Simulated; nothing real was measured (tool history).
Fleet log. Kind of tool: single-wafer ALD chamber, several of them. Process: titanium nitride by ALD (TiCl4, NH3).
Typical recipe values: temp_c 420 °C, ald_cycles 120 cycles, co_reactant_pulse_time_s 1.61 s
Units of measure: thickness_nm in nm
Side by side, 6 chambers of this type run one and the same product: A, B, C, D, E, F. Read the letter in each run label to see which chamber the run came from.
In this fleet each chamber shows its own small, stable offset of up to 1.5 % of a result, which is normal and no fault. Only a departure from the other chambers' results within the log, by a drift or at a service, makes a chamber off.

run   hour  temp_c  ald_cycles  co_reactant_pulse_time_s  hours since the last thermocouple change  read-back reference wafer on the same gauge, thickness_nm  thickness_nm
 1D    4.8     420         120                      1.61                                     418.9                                                     2.4016        2.6373
 2B   11.8     420         120                      1.61                                     639.0                                                     2.4013        2.6547
 3E   19.9     420         120                      1.61                                     212.7                                                     2.3993        2.6283
 4F   26.1     420         120                      1.61                                     375.3                                                     2.3988        2.6717
 5A   31.9     420         120                      1.61                                     735.9                                                     2.3988        2.6502
 6C   36.6     420         120                      1.61                                     899.2                                                     2.4000        2.6782
 7F   40.9     420         120                      1.61                                     390.1                                                     2.4021        2.6653
 8C   49.7     420         120                      1.61                                     912.3                                                     2.4015        2.6709
 9E   55.3     420         120                      1.61                                     248.1                                                     2.3983        2.6351
10B   63.9     420         120                      1.61                                     691.1                                                     2.4015        2.6327
11A   68.4     420         120                      1.61                                     772.4                                                     2.4009        2.6470
12D   73.7     420         120                      1.61                                     487.8                                                     2.3997        2.6482
13E   79.1     431         120                      1.05                                     271.9                                                     2.3998        2.6073
14F   85.3     431         120                      1.05                                     434.5                                                     2.3985        2.6479
15D   93.2     431         120                      1.05                                     507.3                                                     2.4007        2.6276
16B  100.1     431         120                      1.05                                     727.3                                                     2.3979        2.6058
17C  108.8     431         120                      1.05                                     971.4                                                     2.4011        2.6624
18A  114.6     431         120                      1.05                                     818.6                                                     2.4016        2.6278
19B  122.9     420         103                      1.04                                     750.1                                                     2.4008        2.2371
20D  131.0     420         103                      1.04                                     545.1                                                     2.4009        2.2264
21E  137.8     420         103                      1.04                                     330.6                                                     2.4014        2.2220
22A  142.1     420         103                      1.04                                     846.1                                                     2.3991        2.2435
23C  147.4     420         103                      1.04                                    1010.0                                                     2.3989        2.2632
24F  154.4     420         103                      1.04                                     503.6                                                     2.3993        2.2524
25F  161.4     420         120                      1.61                                     510.6                                                     2.4011        2.6654
26E  168.8     420         120                      1.61                                     361.6                                                     2.3999        2.6403
27B  173.8     420         120                      1.61                                     801.0                                                     2.4011        2.6158
28A  178.9     420         120                      1.61                                     882.9                                                     2.3996        2.6404
29C  184.5     420         120                      1.61                                    1047.1                                                     2.4007        2.6731
30D  193.0     420         120                      1.61                                     607.1                                                     2.3992        2.6519
31B  201.3     420         120                      1.61                                     828.5                                                     2.3999        2.6412
32A  205.9     427         104                      1.61                                     909.9                                                     2.3990        2.3142
33E  214.6     427         104                      1.61                                     407.4                                                     2.4006        2.2894
34F  218.7     427         104                      1.61                                     567.9                                                     2.3979        2.3073
35D  225.6     427         104                      1.61                                     639.7                                                     2.3988        2.2899
36C  234.0     427         104                      1.61                                    1096.6                                                     2.4012        2.3389

Read the log: is a single chamber off, either drifting away or since a service, is the gauge that measures every chamber drifting, or is nothing wrong beyond small per-chamber offsets? Name any odd chamber and what most likely caused it.

No chamber stands off beyond its own small offset, and the gauge holds steady.
